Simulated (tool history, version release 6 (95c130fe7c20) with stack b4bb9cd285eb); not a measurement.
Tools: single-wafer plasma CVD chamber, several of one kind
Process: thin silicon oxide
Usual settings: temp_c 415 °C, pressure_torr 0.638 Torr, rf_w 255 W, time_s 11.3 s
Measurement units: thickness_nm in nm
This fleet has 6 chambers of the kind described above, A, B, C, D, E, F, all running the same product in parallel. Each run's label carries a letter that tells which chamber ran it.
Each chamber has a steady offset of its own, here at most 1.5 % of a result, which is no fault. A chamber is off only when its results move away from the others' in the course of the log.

run   hour  temp_c  pressure_torr  rf_w  time_s  read-back reference wafer on the same gauge, thickness_nm  thickness_nm
 1A   12.6     415          0.638   255    11.3                                                     16.306        15.078
 2B   20.9     415          0.638   255    11.3                                                     16.302        15.108
 3D   27.4     415          0.638   255    11.3                                                     16.296        15.202
      29.1  -- chamber B: capacitance manometer re-zeroed and calibrated
 4C   36.0     415          0.638   255    11.3                                                     16.302        15.182
 5F   49.2     415          0.638   255    11.3                                                     16.300        15.229
 6E   57.6     415          0.493   280    11.3                                                     16.291        11.968
 7E   64.6     415          0.493   280    11.3                                                     16.303        11.926
 8A   74.2     415          0.493   280    11.3                                                     16.300        11.734
 9B   83.6     415          0.493   280    11.3                                                     16.305        11.918
10D   92.4     415          0.493   280    11.3                                                     16.301        11.975
11F  106.5     415          0.493   280    11.3                                                     16.293        11.947
12C  114.7     415          0.638   255    11.3                                                     16.300        15.143
13A  126.4     415          0.638   255    11.3                                                     16.290        15.050
14F  133.8     415          0.638   255    11.3                                                     16.313        15.259
15C  146.3     415          0.638   255    11.3                                                     16.293        15.254
16D  155.6     415          0.638   255    11.3                                                     16.302        15.154
17E  165.1     415          0.638   255    11.3                                                     16.301        15.230
18B  172.7     415          0.716   255    10.3                                                     16.292        15.659
     183.4  -- chamber D: thermocouple changed; heater temperature recalibrated
19F  183.9     415          0.716   255    10.3                                                     16.298        15.735
20D  192.7     415          0.716   255    10.3                                                     16.294        15.579
     198.3  -- chamber F: RF generator calibrated
21A  206.6     415          0.716   255    10.3                                                     16.297        15.502
22E  220.8     415          0.716   255    10.3                                                     16.307        15.753
23C  230.1     415          0.716   255    10.3                                                     16.295        15.568
24B  244.0     415          0.638   255    11.3                                                     16.292        15.186
25F  252.8     415          0.638   255    11.3                                                     16.297        15.149
26B  261.5     415          0.638   255    11.3                                                     16.305        15.199
27A  275.2     415          0.638   255    11.3                                                     16.297        15.087
28E  283.5     415          0.638   255    11.3                                                     16.291        15.232
29D  294.1     415          0.638   255    11.3                                                     16.290        15.168
30C  306.9     415          0.638   255    11.3                                                     16.295        15.077
31D  320.1     415          0.638   255    11.3                                                     16.295        15.156
32A  333.4     415          0.638   255    11.3                                                     16.301        14.949
33E  342.5     415          0.638   255    11.3                                                     16.292        15.176
34B  351.9     415          0.638   255    11.3                                                     16.302        15.220
35F  358.5     415          0.638   255    11.3                                                     16.304        15.236
     370.1  -- chamber A: RF generator calibrated
36C  372.5     415          0.638   255    11.3                                                     16.312        15.091
37D  383.6     415          0.638   255    11.3                                                     16.296        15.092
38B  394.2     415          0.638   255    11.3                                                     16.298        15.194
39A  402.9     415          0.638   255    11.3                                                     16.311        15.053
40C  411.0     415          0.566   255    11.3                                                     16.312        13.207

Predict what each chamber gives when all 6 of them run the settings below next.
41A  421.3     415          0.638   255    13.3                                                                        ?
41B  421.3     415          0.638   255    13.3                                                                        ?
41C  421.3     415          0.638   255    13.3                                                                        ?
41D  421.3     415          0.638   255    13.3                                                                        ?
41E  421.3     415          0.638   255    13.3                                                                        ?
41F  421.3     415          0.638   255    13.3                                                                        ?

run  thickness_nm
41A        17.678
41B        17.917
41C        17.793
41D        17.833
41E        17.843
41F        17.816
